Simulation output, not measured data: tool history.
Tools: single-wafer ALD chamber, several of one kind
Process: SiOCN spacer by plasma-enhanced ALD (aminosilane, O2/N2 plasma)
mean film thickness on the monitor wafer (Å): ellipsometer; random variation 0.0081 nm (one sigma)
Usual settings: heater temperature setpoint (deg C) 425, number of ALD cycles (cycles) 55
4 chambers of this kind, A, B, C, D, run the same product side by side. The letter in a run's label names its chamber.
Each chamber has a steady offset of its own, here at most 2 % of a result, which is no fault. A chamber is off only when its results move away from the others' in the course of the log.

| run | hour | heater temperature setpoint (deg C) | number of ALD cycles (cycles) | read-back reference wafer on the same gauge, thickness_nm | mean film thickness on the monitor wafer (Å) |
|---|---|---|---|---|---|
| 1B | 5.9 | 425 | 55 | 3.348 | 30.969 |
| 2D | 13.8 | 425 | 55 | 3.3493 | 31.14 |
| 3C | 20.6 | 425 | 55 | 3.3489 | 31.058 |
| 4A | 27.2 | 425 | 55 | 3.3522 | 30.856 |
| 5D | 32.1 | 425 | 55 | 3.35 | 31.013 |
| 6B | 39.5 | 425 | 55 | 3.3495 | 31.16 |
| 7C | 46.2 | 425 | 55 | 3.3503 | 31.143 |
| 8A | 51.1 | 425 | 55 | 3.3495 | 30.959 |
| 9B | 58 | 425 | 55 | 3.3496 | 31.068 |
| 10D | 64.6 | 425 | 55 | 3.351 | 31.137 |
| 11A | 72.4 | 425 | 55 | 3.35 | 30.608 |
| 12C | 77.3 | 425 | 55 | 3.3499 | 30.993 |
| 13C | 81.2 | 425 | 55 | 3.3494 | 31.09 |
| 14B | 87.2 | 425 | 55 | 3.3509 | 31.133 |
| 15D | 92.6 | 425 | 59 | 3.3483 | 33.35 |
| 16A | 96.1 | 425 | 59 | 3.3512 | 33.244 |
| 17B | 104 | 425 | 59 | 3.3509 | 33.47 |
| 18A | 110.9 | 425 | 59 | 3.3501 | 33.09 |
| 19D | 116.7 | 425 | 55 | 3.3493 | 31.049 |
| 20C | 122 | 425 | 55 | 3.3493 | 30.762 |
| 21D | 126.9 | 425 | 55 | 3.3513 | 31.028 |
| 22B | 132.6 | 425 | 55 | 3.3495 | 31.294 |
| 23C | 136.9 | 425 | 55 | 3.3498 | 30.812 |
| 24A | 144.8 | 425 | 55 | 3.3508 | 30.889 |
| 25C | 149.7 | 425 | 55 | 3.3488 | 30.587 |
| 26B | 153.5 | 425 | 55 | 3.3512 | 31.199 |
| 27A | 159.7 | 425 | 55 | 3.3482 | 30.892 |
| 28D | 165.5 | 425 | 55 | 3.3483 | 31.035 |
| 29B | 170.3 | 425 | 55 | 3.3491 | 31.127 |

What goes on in this fleet: one chamber off, a drifting gauge, or nothing beyond the chambers' own small offsets? Name the chamber and the cause, if any.

Chamber C drifts away from the others.
Cause: wafer temperature above the value expected at the setpoint (K) = 5.82.

Here are 4 candidates for chamber C's next run, each the usual settings with a change, their results left as question marks. Which one brings its results back in line with what the others give on the usual settings?
In line means no further than this from the other chambers' mean on the usual settings: mean film thickness on the monitor wafer (Å) 0.29
| 30C-1 | 176.1 | 425 | 57 |  | ? |
| 30C-2 | 176.1 | 425 | 56 |  | ? |
| 30C-3 | 176.1 | 425 | 54 |  | ? |
| 30C-4 | 176.1 | 436 | 55 |  | ? |

The other chambers' mean on the usual settings: mean film thickness on the monitor wafer (Å) 31.035
| run | mean film thickness on the monitor wafer (Å) |
|---|---|
| 30C-1 | 31.608 |
| 30C-2 | 31.053 |
| 30C-3 | 29.944 |
| 30C-4 | 29.407 |
30C-2 brings the chamber back in line.
